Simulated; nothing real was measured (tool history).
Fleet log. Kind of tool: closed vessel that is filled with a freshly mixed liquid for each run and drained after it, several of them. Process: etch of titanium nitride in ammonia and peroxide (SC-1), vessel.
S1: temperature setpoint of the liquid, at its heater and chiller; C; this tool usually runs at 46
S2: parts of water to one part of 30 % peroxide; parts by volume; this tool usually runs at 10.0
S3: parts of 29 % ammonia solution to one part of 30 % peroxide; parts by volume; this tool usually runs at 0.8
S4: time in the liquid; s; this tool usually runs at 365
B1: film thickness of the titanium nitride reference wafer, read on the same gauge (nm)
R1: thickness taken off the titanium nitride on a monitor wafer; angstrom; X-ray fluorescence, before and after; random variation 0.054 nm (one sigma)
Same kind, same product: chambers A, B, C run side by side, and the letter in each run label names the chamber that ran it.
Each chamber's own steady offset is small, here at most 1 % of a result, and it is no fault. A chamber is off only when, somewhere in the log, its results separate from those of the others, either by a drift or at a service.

run	hour	S1	S2	S3	S4	B1	R1
1B	8.4	46	10.0	0.8	365	139.97	100.860
# hour 9.6: chamber B: thermometer replaced
2A	20.3	46	10.0	0.8	365	140.02	100.970
3C	28.2	46	10.0	0.8	365	139.99	100.590
# hour 36.0: chamber C: new drum of ammonia solution connected
4C	40.4	46	10.0	0.8	365	140.03	100.910
5B	52.1	46	10.0	0.8	365	140.00	100.200
6A	66.4	46	10.0	0.8	365	140.00	100.750
7B	74.0	46	10.0	0.8	365	139.98	100.740
8C	83.8	46	10.0	0.8	365	140.00	100.480
9A	97.2	46	10.0	0.8	365	140.05	100.890
10A	108.8	46	10.0	0.8	365	140.06	99.405
11C	116.4	46	10.0	0.8	365	140.03	99.719
12B	124.6	46	10.0	0.8	365	140.04	100.440
13C	132.3	46	10.0	0.8	365	140.00	98.454
14B	146.9	46	10.0	0.8	365	140.02	99.876
15A	161.1	46	10.0	0.8	365	140.03	100.050
16C	168.3	46	10.0	0.8	365	140.04	97.781
17A	176.6	46	10.0	0.8	365	140.03	100.080
18B	191.1	46	10.0	0.8	365	139.96	101.610
19A	204.9	46	10.0	0.8	365	139.98	99.583
20C	211.8	46	10.0	0.8	365	140.02	97.003
21B	223.7	46	10.0	0.8	365	140.03	99.995
22C	235.3	46	10.0	0.8	365	139.93	96.819
# hour 243.6: chamber C: new drum of ammonia solution connected
23B	247.8	46	10.0	0.8	365	140.00	99.667
24A	257.2	46	10.0	0.8	365	140.00	100.380
25A	265.5	46	10.0	0.8	365	140.00	99.926
26B	272.8	46	10.0	0.8	365	140.02	100.330
27C	285.8	51	10.0	0.8	365	139.96	135.610
28A	294.3	51	10.0	0.8	365	140.02	142.560
29B	304.8	51	10.0	0.8	365	140.00	144.120
30C	316.1	46	10.0	0.8	365	139.99	94.128
31C	325.7	46	10.0	0.8	365	139.99	94.706

Decide between three cases: one chamber stands off from its peers, the gauge reading all wafers drifts, or nothing is wrong past each chamber's small offset. Where a chamber is off, say which and what most likely put it there.

It is chamber C that slowly wanders off from its peers.
What lies behind it: liquid colder than its thermometer reads (K) = 0.954.

Here are 4 candidates for chamber C's next run, each the usual settings with a change, their results left as question marks. Which one brings its results back in line with what the others give on the usual settings?
Allowed miss from the other chambers' usual-settings mean, per result, to count as in line: R1 1.900 angstrom
32C-1	336.2	46.0	10.0	0.8	390		?
32C-2	336.2	45.5	10.0	0.8	355		?
32C-3	336.2	44.5	10.0	0.8	365		?
32C-4	336.2	47.0	10.0	0.8	380		?

What the other chambers average on the usual settings: R1 100.120 angstrom
run	R1
32C-1	100.410
32C-2	88.167
32C-3	84.326
32C-4	105.020
32C-1 brings the chamber back in line.
